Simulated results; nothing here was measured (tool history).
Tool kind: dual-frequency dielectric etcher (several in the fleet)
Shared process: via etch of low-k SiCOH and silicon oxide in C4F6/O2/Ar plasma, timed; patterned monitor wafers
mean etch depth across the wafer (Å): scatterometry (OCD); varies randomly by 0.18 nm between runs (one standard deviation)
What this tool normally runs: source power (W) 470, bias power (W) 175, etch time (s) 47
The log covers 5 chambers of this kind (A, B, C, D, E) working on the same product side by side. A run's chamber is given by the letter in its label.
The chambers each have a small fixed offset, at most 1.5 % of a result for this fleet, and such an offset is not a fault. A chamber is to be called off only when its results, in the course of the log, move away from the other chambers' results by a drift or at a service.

run   hour  source power (W)  bias power (W)  etch time (s)  read-back reference wafer on the same gauge, depth_nm  mean etch depth across the wafer (Å)
 1E   10.4               470             175             47                                                 125.02                                1183.1
 2B   16.0               470             175             47                                                 125.10                                1181.4
 3D   23.3               470             175             47                                                 125.04                                1174.5
 4A   30.3               470             175             47                                                 125.07                                1178.7
 5C   38.2               470             175             47                                                 125.13                                1188.4
      38.5  -- chamber A: wet clean of the chamber
 6C   48.5               470             175             47                                                 125.19                                1186.3
 7E   59.0               570             147             47                                                 125.18                                1205.0
 8A   65.2               570             147             47                                                 125.23                                1208.2
 9B   74.9               570             147             47                                                 125.28                                1211.2
10D   85.1               570             147             47                                                 125.27                                1206.5
11E   92.5               570             147             47                                                 125.28                                1213.0
12C   97.7               470             144             56                                                 125.30                                1336.9
13B  102.8               470             144             56                                                 125.39                                1327.1
14A  107.9               470             144             56                                                 125.39                                1328.1
     112.2  -- chamber D: wet clean of the chamber
15D  114.0               470             144             56                                                 125.40                                1321.8
16A  122.5               470             144             56                                                 125.41                                1332.7
17E  130.1               470             175             47                                                 125.41                                1185.3
18C  135.7               470             175             47                                                 125.47                                1187.6
19D  143.6               470             175             47                                                 125.45                                1178.0
20B  153.3               470             175             47                                                 125.55                                1183.1
21A  158.0               470             134             58                                                 125.54                                1352.9
     163.5  -- chamber C: source power generator calibrated
22C  167.7               470             134             58                                                 125.55                                1359.1
23E  173.8               470             134             58                                                 125.61                                1354.9
24B  180.6               470             134             58                                                 125.58                                1345.5
25D  186.9               470             134             58                                                 125.66                                1342.2
26C  192.6               470             175             47                                                 125.63                                1193.7
27E  198.7               470             175             60                                                 125.69                                1510.3
28A  204.9               470             175             60                                                 125.77                                1519.2
29B  210.7               470             175             60                                                 125.76                                1512.2
30D  218.2               470             175             60                                                 125.79                                1509.3
31E  228.7               470             175             60                                                 125.76                                1514.1

All 5 chambers run these settings next. Forecast each chamber's results:
32A  236.4               470             175             47                                                                                            ?
32B  236.4               470             175             47                                                                                            ?
32C  236.4               470             175             47                                                                                            ?
32D  236.4               470             175             47                                                                                            ?
32E  236.4               470             175             47                                                                                            ?

run  mean etch depth across the wafer (Å)
32A                                1188.4
32B                                1183.2
32C                                1191.0
32D                                1178.7
32E                                1186.7
